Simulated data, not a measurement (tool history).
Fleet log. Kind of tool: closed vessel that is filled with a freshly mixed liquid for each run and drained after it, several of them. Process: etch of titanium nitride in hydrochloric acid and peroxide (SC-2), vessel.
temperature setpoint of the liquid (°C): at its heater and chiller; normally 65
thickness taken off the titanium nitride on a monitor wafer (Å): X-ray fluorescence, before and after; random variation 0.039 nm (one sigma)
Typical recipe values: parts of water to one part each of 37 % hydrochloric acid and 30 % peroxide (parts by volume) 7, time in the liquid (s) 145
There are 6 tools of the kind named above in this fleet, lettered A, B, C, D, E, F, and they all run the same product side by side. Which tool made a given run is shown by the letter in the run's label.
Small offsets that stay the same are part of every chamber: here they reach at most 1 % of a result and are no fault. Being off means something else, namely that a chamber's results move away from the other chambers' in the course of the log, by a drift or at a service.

run,hour,temperature setpoint of the liquid (°C),parts of water to one part each of 37 % hydrochloric acid and 30 % peroxide (parts by volume),time in the liquid (s),"read-back film thickness of the titanium nitride reference wafer, read on the same gauge (nm)",thickness taken off the titanium nitride on a monitor wafer (Å)
# hour 9.9: chamber F: new drum of peroxide connected
1A,11.7,65,7,145,89.997,111.6
2B,22.2,65,7,145,90.009,111.48
3F,32.3,65,7,145,90.033,111.61
4E,42.8,65,7,145,89.972,112.27
5D,52.7,65,7,145,90.006,109.47
# hour 55.3: chamber C: chemicals flow meter replaced
6C,66.4,65,7,145,90,110.87
7E,73,65,7,145,89.977,111.62
# hour 74: chamber F: chemicals flow meter replaced
8C,82.8,65,7,145,89.969,110.62
9B,93.6,65,7,145,90.006,110.91
10F,100.7,65,7,145,90.008,111.19
11A,109.6,65,5,215,90.011,212.41
12D,120.1,65,5,215,89.969,210.47
# hour 125.3: chamber D: thermometer replaced
13B,127.2,65,5,215,90.014,211.72
14D,140.6,65,5,215,89.992,210.43
# hour 144.2: chamber B: new drum of peroxide connected
15F,151.8,65,5,215,89.966,211.13
16C,160.6,65,5,215,89.999,210.6
17A,169.3,65,7,145,90.043,112.29
18E,176.1,65,7,145,89.972,111.04
19C,189,65,7,145,90.004,110.85
20D,200.9,65,7,145,90.017,110.05
21A,209.4,65,7,145,89.996,112.04
22B,219.2,65,7,145,90.013,111.53
23E,231.2,65,7,145,89.98,111.5
24F,238.7,65,7,145,89.981,110.95
25A,249.3,65,7,145,89.969,110.94
26D,259.7,65,7,145,89.977,110.58
# hour 262.2: chamber F: thermometer replaced
27C,266.3,65,7,145,89.968,111.02
28B,272.7,65,7,145,90.032,111.71
29F,285.8,65,7,145,90.005,111.03
30E,295.1,65,7,145,89.978,111.3
# hour 304: chamber C: new drum of peroxide connected
31A,305.6,65,7,145,90.016,110.92
32E,311.7,65,7,145,90,112.29
33B,323.6,65,7,145,89.979,111.17
34C,330.9,65,5.5,145,89.987,132.86
35D,341.2,65,5.5,145,90.026,132.48
36F,350.8,65,5.5,145,89.988,133.53
37A,358.6,65,5.5,145,89.995,133.46
38C,370.3,65,5.5,145,89.968,131.71
39E,384.1,65,5.5,145,90.038,134.4
40B,392.9,65,7,145,90.009,111.56

Which is it: a chamber that has drifted or been left off by a service, a gauge drift common to all chambers, or only each chamber's usual small offset? If a chamber is off, name it and its likeliest cause.

All chambers stay in line apart from their small fixed offsets, and the gauge does not drift.

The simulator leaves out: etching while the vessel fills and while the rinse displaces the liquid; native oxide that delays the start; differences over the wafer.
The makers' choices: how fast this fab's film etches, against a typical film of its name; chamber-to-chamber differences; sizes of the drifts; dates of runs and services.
